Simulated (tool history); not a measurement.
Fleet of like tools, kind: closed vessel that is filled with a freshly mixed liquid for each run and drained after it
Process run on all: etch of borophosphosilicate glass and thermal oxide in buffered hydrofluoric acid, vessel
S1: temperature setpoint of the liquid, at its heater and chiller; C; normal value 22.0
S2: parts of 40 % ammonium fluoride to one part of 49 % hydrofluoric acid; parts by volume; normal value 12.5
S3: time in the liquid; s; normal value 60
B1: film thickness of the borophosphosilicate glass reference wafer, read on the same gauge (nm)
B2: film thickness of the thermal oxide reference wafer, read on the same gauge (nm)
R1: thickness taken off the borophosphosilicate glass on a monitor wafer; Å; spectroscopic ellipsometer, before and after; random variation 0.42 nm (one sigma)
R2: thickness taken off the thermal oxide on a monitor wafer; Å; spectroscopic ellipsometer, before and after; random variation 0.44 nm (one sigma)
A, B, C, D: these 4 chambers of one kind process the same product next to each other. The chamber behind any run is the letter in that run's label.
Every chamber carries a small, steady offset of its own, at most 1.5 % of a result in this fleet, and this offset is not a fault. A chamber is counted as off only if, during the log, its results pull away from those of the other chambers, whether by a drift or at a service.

{"run": "1B", "hour": 9.4, "S1": 22.0, "S2": 12.5, "S3": 60, "B1": 150.01, "B2": 99.989, "R1": 530.11, "R2": 479.39}
{"run": "2A", "hour": 15.8, "S1": 22.0, "S2": 12.5, "S3": 60, "B1": 150.02, "B2": 100.0, "R1": 539.36, "R2": 470.85}
{"hour": 19.9, "done": "chamber A: thermometer replaced"}
{"run": "3D", "hour": 24.6, "S1": 22.0, "S2": 12.5, "S3": 60, "B1": 150.03, "B2": 100.01, "R1": 530.95, "R2": 476.76}
{"run": "4C", "hour": 30.2, "S1": 22.0, "S2": 12.5, "S3": 60, "B1": 149.99, "B2": 99.993, "R1": 538.67, "R2": 469.22}
{"run": "5D", "hour": 37.6, "S1": 22.0, "S2": 12.5, "S3": 60, "B1": 149.97, "B2": 100.0, "R1": 536.16, "R2": 471.77}
{"run": "6C", "hour": 47.2, "S1": 22.0, "S2": 11.0, "S3": 45, "B1": 150.02, "B2": 99.997, "R1": 453.69, "R2": 399.6}
{"run": "7A", "hour": 54.7, "S1": 22.0, "S2": 11.0, "S3": 45, "B1": 149.97, "B2": 99.994, "R1": 458.78, "R2": 398.04}
{"run": "8B", "hour": 62.4, "S1": 22.0, "S2": 11.0, "S3": 45, "B1": 150.0, "B2": 100.01, "R1": 452.23, "R2": 405.96}
{"run": "9D", "hour": 70.3, "S1": 22.0, "S2": 11.0, "S3": 45, "B1": 150.0, "B2": 100.01, "R1": 451.81, "R2": 409.83}
{"run": "10A", "hour": 75.1, "S1": 22.0, "S2": 12.5, "S3": 45, "B1": 150.0, "B2": 100.0, "R1": 402.0, "R2": 351.41}
{"run": "11C", "hour": 84.4, "S1": 22.0, "S2": 12.5, "S3": 45, "B1": 150.04, "B2": 100.01, "R1": 406.04, "R2": 357.57}
{"run": "12B", "hour": 93.2, "S1": 22.0, "S2": 12.5, "S3": 45, "B1": 150.03, "B2": 99.996, "R1": 406.5, "R2": 357.87}
{"run": "13A", "hour": 101.0, "S1": 22.0, "S2": 12.5, "S3": 45, "B1": 149.94, "B2": 100.0, "R1": 406.57, "R2": 350.37}
{"run": "14B", "hour": 110.3, "S1": 22.0, "S2": 12.5, "S3": 60, "B1": 149.98, "B2": 99.998, "R1": 536.79, "R2": 471.29}
{"run": "15D", "hour": 115.2, "S1": 22.0, "S2": 12.5, "S3": 60, "B1": 149.99, "B2": 99.99, "R1": 544.35, "R2": 472.76}
{"run": "16C", "hour": 119.6, "S1": 19.5, "S2": 12.5, "S3": 60, "B1": 149.98, "B2": 99.979, "R1": 464.45, "R2": 405.36}
{"run": "17D", "hour": 124.7, "S1": 19.5, "S2": 12.5, "S3": 60, "B1": 150.01, "B2": 99.995, "R1": 468.25, "R2": 416.13}
{"run": "18A", "hour": 132.1, "S1": 19.5, "S2": 12.5, "S3": 60, "B1": 150.04, "B2": 100.0, "R1": 466.4, "R2": 405.87}
{"run": "19B", "hour": 140.0, "S1": 19.5, "S2": 12.5, "S3": 60, "B1": 150.0, "B2": 100.0, "R1": 461.44, "R2": 414.66}
{"run": "20C", "hour": 147.9, "S1": 22.0, "S2": 12.5, "S3": 60, "B1": 149.98, "B2": 100.0, "R1": 535.75, "R2": 470.0}
{"run": "21A", "hour": 156.8, "S1": 22.0, "S2": 12.5, "S3": 60, "B1": 149.98, "B2": 100.0, "R1": 539.28, "R2": 473.19}
{"run": "22C", "hour": 161.2, "S1": 22.0, "S2": 12.5, "S3": 60, "B1": 149.96, "B2": 100.01, "R1": 542.37, "R2": 465.37}
{"run": "23B", "hour": 166.1, "S1": 22.0, "S2": 12.5, "S3": 60, "B1": 150.03, "B2": 100.01, "R1": 542.71, "R2": 475.64}
{"run": "24D", "hour": 175.5, "S1": 22.0, "S2": 12.5, "S3": 60, "B1": 149.98, "B2": 99.998, "R1": 533.4, "R2": 477.4}
{"run": "25C", "hour": 180.0, "S1": 22.0, "S2": 12.5, "S3": 60, "B1": 149.98, "B2": 99.985, "R1": 541.25, "R2": 473.72}
{"run": "26D", "hour": 185.0, "S1": 22.0, "S2": 12.5, "S3": 60, "B1": 149.96, "B2": 100.0, "R1": 532.74, "R2": 477.61}
{"run": "27A", "hour": 189.3, "S1": 22.0, "S2": 12.5, "S3": 60, "B1": 149.99, "B2": 100.01, "R1": 539.51, "R2": 461.3}
{"run": "28B", "hour": 194.8, "S1": 22.0, "S2": 12.5, "S3": 60, "B1": 150.02, "B2": 99.999, "R1": 537.04, "R2": 484.08}
{"run": "29B", "hour": 202.8, "S1": 22.0, "S2": 12.5, "S3": 60, "B1": 150.01, "B2": 99.974, "R1": 537.85, "R2": 474.69}
{"run": "30A", "hour": 211.4, "S1": 22.0, "S2": 12.5, "S3": 60, "B1": 150.03, "B2": 100.02, "R1": 537.27, "R2": 459.56}
{"run": "31C", "hour": 216.7, "S1": 22.0, "S2": 12.5, "S3": 60, "B1": 150.02, "B2": 99.994, "R1": 540.97, "R2": 473.53}
{"run": "32D", "hour": 225.7, "S1": 22.0, "S2": 12.5, "S3": 60, "B1": 149.98, "B2": 99.979, "R1": 532.02, "R2": 479.46}
{"run": "33C", "hour": 234.9, "S1": 22.0, "S2": 12.5, "S3": 60, "B1": 149.97, "B2": 99.987, "R1": 540.98, "R2": 477.89}
{"run": "34B", "hour": 243.6, "S1": 22.0, "S2": 12.5, "S3": 60, "B1": 149.98, "B2": 100.01, "R1": 536.04, "R2": 476.99}
{"run": "35A", "hour": 251.5, "S1": 22.0, "S2": 12.5, "S3": 60, "B1": 150.01, "B2": 100.01, "R1": 531.82, "R2": 469.63}
{"run": "36D", "hour": 257.0, "S1": 22.0, "S2": 12.5, "S3": 60, "B1": 149.97, "B2": 100.0, "R1": 534.52, "R2": 477.76}
{"run": "37D", "hour": 265.4, "S1": 22.0, "S2": 12.5, "S3": 60, "B1": 150.01, "B2": 99.989, "R1": 535.1, "R2": 470.08}
{"run": "38C", "hour": 274.4, "S1": 22.0, "S2": 12.5, "S3": 60, "B1": 150.05, "B2": 99.998, "R1": 537.99, "R2": 472.13}

All chambers now run identical settings, listed one chamber a line with results as question marks. What results will each chamber show?
{"run": "39A", "hour": 281.3, "S1": 22.0, "S2": 10.5, "S3": 60, "R1": "?", "R2": "?"}
{"run": "39B", "hour": 281.3, "S1": 22.0, "S2": 10.5, "S3": 60, "R1": "?", "R2": "?"}
{"run": "39C", "hour": 281.3, "S1": 22.0, "S2": 10.5, "S3": 60, "R1": "?", "R2": "?"}
{"run": "39D", "hour": 281.3, "S1": 22.0, "S2": 10.5, "S3": 60, "R1": "?", "R2": "?"}

run=39A R1=630.47 R2=558.36
run=39B R1=642.15 R2=557.38
run=39C R1=636.41 R2=548.82
run=39D R1=631.86 R2=568.50

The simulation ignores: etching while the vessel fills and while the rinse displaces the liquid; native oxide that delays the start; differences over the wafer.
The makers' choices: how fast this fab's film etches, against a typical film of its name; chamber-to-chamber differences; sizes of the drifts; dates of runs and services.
